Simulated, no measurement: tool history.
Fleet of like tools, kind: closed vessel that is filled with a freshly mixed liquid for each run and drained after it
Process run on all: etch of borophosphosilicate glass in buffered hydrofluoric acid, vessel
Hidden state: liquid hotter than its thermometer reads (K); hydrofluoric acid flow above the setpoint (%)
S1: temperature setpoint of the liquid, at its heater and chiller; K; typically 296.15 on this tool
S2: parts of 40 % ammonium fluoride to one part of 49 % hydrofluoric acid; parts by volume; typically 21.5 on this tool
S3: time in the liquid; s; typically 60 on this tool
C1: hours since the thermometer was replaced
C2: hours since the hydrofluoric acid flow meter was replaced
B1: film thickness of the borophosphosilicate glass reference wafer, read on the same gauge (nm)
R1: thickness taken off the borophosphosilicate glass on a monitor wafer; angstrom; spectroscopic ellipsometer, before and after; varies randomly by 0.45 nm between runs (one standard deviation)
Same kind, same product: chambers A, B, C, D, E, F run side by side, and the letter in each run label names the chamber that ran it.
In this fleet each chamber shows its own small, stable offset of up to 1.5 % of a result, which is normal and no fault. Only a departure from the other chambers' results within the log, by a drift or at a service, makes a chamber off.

| run | day | S1 | S2 | S3 | C1 | C2 | B1 | R1 |
|---|---|---|---|---|---|---|---|---|
| 1A | 0.304 | 296.15 | 21.5 | 60 | 426.3 | 745.4 | 130.05 | 644.16 |
| 2E | 0.596 | 296.15 | 21.5 | 60 | 1027.4 | 170.8 | 130.00 | 652.18 |
| 3B | 0.875 | 296.15 | 21.5 | 60 | 776.1 | 1003.7 | 129.97 | 649.84 |
| 4D | 1.217 | 296.15 | 21.5 | 60 | 473.4 | 371.8 | 130.00 | 638.05 |
| 5F | 1.408 | 296.15 | 21.5 | 60 | 772.9 | 204.7 | 130.02 | 650.38 |
| 6C | 1.596 | 296.15 | 21.5 | 60 | 802.7 | 511.9 | 130.00 | 655.80 |
| 7B | 1.908 | 296.15 | 21.5 | 60 | 800.9 | 1028.5 | 130.00 | 652.07 |
| 8D | 2.246 | 296.15 | 21.5 | 60 | 498.1 | 396.5 | 130.03 | 651.59 |
| 9A | 2.429 | 296.15 | 21.5 | 60 | 477.3 | 796.4 | 129.99 | 644.75 |
| 10C | 2.638 | 296.15 | 21.5 | 60 | 827.7 | 536.9 | 130.02 | 646.23 |
|  | 2.696 | chamber F: thermometer replaced |
| 11F | 2.938 | 296.15 | 21.5 | 60 | 5.9 | 241.4 | 130.00 | 640.70 |
| 12E | 3.271 | 296.15 | 21.5 | 60 | 1091.6 | 235.0 | 129.98 | 659.60 |
| 13B | 3.562 | 296.15 | 21.5 | 60 | 840.6 | 1068.2 | 129.97 | 640.16 |
| 14A | 3.762 | 296.15 | 21.5 | 60 | 509.3 | 828.4 | 130.06 | 645.18 |
| 15C | 3.958 | 296.15 | 21.5 | 60 | 859.4 | 568.6 | 129.98 | 664.79 |
| 16E | 4.300 | 296.15 | 21.5 | 60 | 1116.3 | 259.7 | 130.05 | 658.00 |
| 17D | 4.521 | 296.15 | 21.5 | 60 | 552.7 | 451.1 | 130.01 | 647.55 |
| 18F | 4.725 | 296.15 | 21.5 | 60 | 48.8 | 284.3 | 130.03 | 651.20 |
| 19C | 4.942 | 296.15 | 21.5 | 60 | 883.0 | 592.2 | 129.99 | 667.00 |
| 20D | 5.162 | 299.15 | 21.5 | 60 | 568.1 | 466.5 | 130.00 | 765.70 |
|  | 5.179 | chamber A: thermometer replaced |
| 21A | 5.471 | 299.15 | 21.5 | 60 | 7.1 | 869.4 | 129.98 | 759.16 |
| 22F | 5.762 | 299.15 | 21.5 | 60 | 73.7 | 309.2 | 130.03 | 766.98 |
| 23B | 6.067 | 299.15 | 21.5 | 60 | 900.7 | 1128.3 | 129.95 | 771.39 |
| 24E | 6.308 | 299.15 | 21.5 | 60 | 1164.5 | 307.9 | 130.02 | 789.09 |
| 25E | 6.575 | 299.15 | 21.5 | 60 | 1170.9 | 314.3 | 129.99 | 774.45 |
| 26F | 6.867 | 296.15 | 21.5 | 60 | 100.2 | 335.7 | 130.03 | 647.38 |
| 27D | 7.042 | 296.15 | 21.5 | 60 | 613.2 | 511.6 | 130.00 | 654.58 |
| 28B | 7.208 | 296.15 | 21.5 | 60 | 928.1 | 1155.7 | 129.99 | 648.46 |
| 29C | 7.533 | 296.15 | 21.5 | 60 | 945.2 | 654.4 | 130.00 | 674.34 |
| 30A | 7.779 | 296.15 | 21.5 | 60 | 62.5 | 924.8 | 130.00 | 649.14 |
| 31E | 8.121 | 296.15 | 21.5 | 60 | 1208.0 | 351.4 | 129.94 | 670.81 |
| 32D | 8.317 | 296.15 | 21.5 | 60 | 643.8 | 542.2 | 130.01 | 637.55 |
|  | 8.417 | chamber D: thermometer replaced |
| 33A | 8.692 | 296.15 | 21.5 | 60 | 84.4 | 946.7 | 129.93 | 649.36 |
| 34B | 8.912 | 296.15 | 21.5 | 75 | 969.0 | 1196.6 | 129.98 | 824.81 |
| 35F | 9.142 | 296.15 | 21.5 | 75 | 154.8 | 390.3 | 130.00 | 808.01 |
| 36C | 9.525 | 296.15 | 21.5 | 75 | 993.0 | 702.2 | 129.99 | 853.95 |
| 37F | 9.908 | 296.15 | 21.5 | 75 | 173.2 | 408.7 | 129.97 | 796.52 |
| 38D | 10.167 | 296.15 | 21.5 | 75 | 42.0 | 586.6 | 129.98 | 814.09 |
| 39B | 10.554 | 296.15 | 21.5 | 75 | 1008.4 | 1236.0 | 129.99 | 819.81 |
| 40C | 10.862 | 296.15 | 21.5 | 60 | 1025.1 | 734.3 | 129.98 | 690.95 |
| 41E | 11.033 | 296.15 | 21.5 | 60 | 1277.9 | 421.3 | 130.03 | 656.31 |
| 42A | 11.342 | 298.15 | 21.5 | 60 | 148.0 | 1010.3 | 130.04 | 724.96 |
| 43C | 11.671 | 298.15 | 21.5 | 60 | 1044.5 | 753.7 | 130.00 | 778.07 |

Predict what each chamber gives when all 6 of them run the settings below next.
| 44A | 11.946 | 296.15 | 21.5 | 60 |  |  |  | ? |
| 44B | 11.946 | 296.15 | 21.5 | 60 |  |  |  | ? |
| 44C | 11.946 | 296.15 | 21.5 | 60 |  |  |  | ? |
| 44D | 11.946 | 296.15 | 21.5 | 60 |  |  |  | ? |
| 44E | 11.946 | 296.15 | 21.5 | 60 |  |  |  | ? |
| 44F | 11.946 | 296.15 | 21.5 | 60 |  |  |  | ? |

| run | R1 |
|---|---|
| 44A | 640.98 |
| 44B | 650.19 |
| 44C | 703.49 |
| 44D | 651.81 |
| 44E | 661.11 |
| 44F | 653.28 |

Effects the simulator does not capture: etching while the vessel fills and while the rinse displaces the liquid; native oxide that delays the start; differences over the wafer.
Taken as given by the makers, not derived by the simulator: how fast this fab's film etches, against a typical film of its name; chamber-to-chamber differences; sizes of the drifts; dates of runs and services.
